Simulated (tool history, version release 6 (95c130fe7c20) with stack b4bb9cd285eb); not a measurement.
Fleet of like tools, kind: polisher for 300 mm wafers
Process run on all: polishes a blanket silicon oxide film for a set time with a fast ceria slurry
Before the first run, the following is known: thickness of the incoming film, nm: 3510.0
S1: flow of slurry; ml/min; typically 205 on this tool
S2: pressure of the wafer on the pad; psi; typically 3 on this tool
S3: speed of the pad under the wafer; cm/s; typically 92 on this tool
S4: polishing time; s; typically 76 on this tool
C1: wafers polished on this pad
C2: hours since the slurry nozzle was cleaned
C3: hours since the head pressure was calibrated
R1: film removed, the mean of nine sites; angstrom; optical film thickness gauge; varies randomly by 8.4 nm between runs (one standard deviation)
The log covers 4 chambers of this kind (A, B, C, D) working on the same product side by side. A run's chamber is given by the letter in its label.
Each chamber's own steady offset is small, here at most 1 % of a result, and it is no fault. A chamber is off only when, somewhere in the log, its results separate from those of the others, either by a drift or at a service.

{"hour": 1.1, "done": "chamber C: worn pad replaced by a new one"}
{"run": "1D", "hour": 4.2, "S1": 205, "S2": 3, "S3": 92, "S4": 76, "C1": 542, "C2": 129.9, "C3": 977.5, "R1": 9423.2}
{"run": "2C", "hour": 8.8, "S1": 205, "S2": 3, "S3": 92, "S4": 76, "C1": 57, "C2": 46.7, "C3": 958.2, "R1": 9817}
{"run": "3B", "hour": 13.7, "S1": 205, "S2": 3, "S3": 92, "S4": 76, "C1": 405, "C2": 269.3, "C3": 802, "R1": 9677.4}
{"run": "4A", "hour": 17.1, "S1": 205, "S2": 3, "S3": 92, "S4": 76, "C1": 407, "C2": 543.6, "C3": 1188, "R1": 9723.5}
{"run": "5C", "hour": 23.1, "S1": 205, "S2": 3, "S3": 92, "S4": 76, "C1": 163, "C2": 61, "C3": 972.5, "R1": 9833.8}
{"run": "6B", "hour": 28.2, "S1": 205, "S2": 3, "S3": 92, "S4": 76, "C1": 512, "C2": 283.8, "C3": 816.5, "R1": 9450}
{"run": "7A", "hour": 32.5, "S1": 205, "S2": 3, "S3": 92, "S4": 76, "C1": 521, "C2": 559, "C3": 1203.4, "R1": 9530.3}
{"run": "8D", "hour": 37.2, "S1": 205, "S2": 3, "S3": 92, "S4": 53, "C1": 786, "C2": 162.9, "C3": 1010.5, "R1": 6658.7}
{"run": "9C", "hour": 41.5, "S1": 205, "S2": 3, "S3": 92, "S4": 53, "C1": 299, "C2": 79.4, "C3": 990.9, "R1": 6768.1}
{"run": "10D", "hour": 46.8, "S1": 205, "S2": 3, "S3": 92, "S4": 53, "C1": 857, "C2": 172.5, "C3": 1020.1, "R1": 6564.9}
{"run": "11B", "hour": 49.7, "S1": 205, "S2": 3, "S3": 92, "S4": 53, "C1": 671, "C2": 305.3, "C3": 838, "R1": 6859.3}
{"run": "12A", "hour": 55.9, "S1": 205, "S2": 3, "S3": 92, "S4": 76, "C1": 694, "C2": 582.4, "C3": 1226.8, "R1": 9720}
{"run": "13A", "hour": 58.8, "S1": 205, "S2": 3, "S3": 92, "S4": 76, "C1": 715, "C2": 585.3, "C3": 1229.7, "R1": 9640.6}
{"run": "14D", "hour": 62.0, "S1": 205, "S2": 3, "S3": 92, "S4": 76, "C1": 970, "C2": 187.7, "C3": 1035.3, "R1": 9491.9}
{"hour": 65.9, "done": "chamber C: head pressure recalibrated"}
{"run": "15C", "hour": 66.8, "S1": 205, "S2": 3, "S3": 92, "S4": 76, "C1": 485, "C2": 104.7, "C3": 0.9, "R1": 9238.5}
{"run": "16B", "hour": 69.8, "S1": 205, "S2": 3, "S3": 92, "S4": 76, "C1": 819, "C2": 325.4, "C3": 858.1, "R1": 9609.4}
{"hour": 71.9, "done": "chamber A: head pressure recalibrated"}
{"run": "17D", "hour": 74.7, "S1": 205, "S2": 3, "S3": 92, "S4": 76, "C1": 1063, "C2": 200.4, "C3": 1048, "R1": 9450.5}
{"hour": 75.2, "done": "chamber B: slurry nozzle cleaned"}
{"run": "18A", "hour": 80.1, "S1": 205, "S2": 3, "S3": 92, "S4": 76, "C1": 873, "C2": 606.6, "C3": 8.2, "R1": 9664.3}
{"hour": 83.1, "done": "chamber D: worn pad replaced by a new one"}
{"run": "19C", "hour": 84.7, "S1": 205, "S2": 3, "S3": 92, "S4": 76, "C1": 618, "C2": 122.6, "C3": 18.8, "R1": 9246}
{"hour": 88.6, "done": "chamber A: worn pad replaced by a new one"}
{"run": "20B", "hour": 88.9, "S1": 205, "S2": 3, "S3": 112, "S4": 76, "C1": 961, "C2": 13.7, "C3": 877.2, "R1": 11785}
{"run": "21C", "hour": 92.0, "S1": 205, "S2": 3, "S3": 112, "S4": 76, "C1": 672, "C2": 129.9, "C3": 26.1, "R1": 11205}
{"run": "22A", "hour": 95.7, "S1": 205, "S2": 3, "S3": 112, "S4": 76, "C1": 52, "C2": 622.2, "C3": 23.8, "R1": 11684}
{"run": "23D", "hour": 99.8, "S1": 205, "S2": 3, "S3": 112, "S4": 76, "C1": 123, "C2": 225.5, "C3": 1073.1, "R1": 11655}
{"run": "24B", "hour": 103.9, "S1": 205, "S2": 3, "S3": 92, "S4": 76, "C1": 1071, "C2": 28.7, "C3": 892.2, "R1": 9579.1}
{"run": "25C", "hour": 107.8, "S1": 205, "S2": 3, "S3": 92, "S4": 76, "C1": 788, "C2": 145.7, "C3": 41.9, "R1": 9285.6}
{"run": "26B", "hour": 113.0, "S1": 205, "S2": 3, "S3": 92, "S4": 76, "C1": 1139, "C2": 37.8, "C3": 901.3, "R1": 9794.6}
{"run": "27D", "hour": 116.3, "S1": 205, "S2": 3.8, "S3": 92, "S4": 55, "C1": 245, "C2": 242, "C3": 1089.6, "R1": 8831.2}
{"run": "28A", "hour": 122.9, "S1": 205, "S2": 3.8, "S3": 92, "S4": 55, "C1": 253, "C2": 649.4, "C3": 51, "R1": 8732}
{"run": "29A", "hour": 126.2, "S1": 205, "S2": 3.8, "S3": 92, "S4": 55, "C1": 278, "C2": 652.7, "C3": 54.3, "R1": 8858}

Next, all 4 chambers run the settings below, one line each with question marks for the results. What does each chamber give?
{"run": "30A", "hour": 130.9, "S1": 250, "S2": 3, "S3": 92, "S4": 76, "R1": "?"}
{"run": "30B", "hour": 130.9, "S1": 250, "S2": 3, "S3": 92, "S4": 76, "R1": "?"}
{"run": "30C", "hour": 130.9, "S1": 250, "S2": 3, "S3": 92, "S4": 76, "R1": "?"}
{"run": "30D", "hour": 130.9, "S1": 250, "S2": 3, "S3": 92, "S4": 76, "R1": "?"}

run=30A R1=9841.2
run=30B R1=9935.1
run=30C R1=9416.8
run=30D R1=9775.8
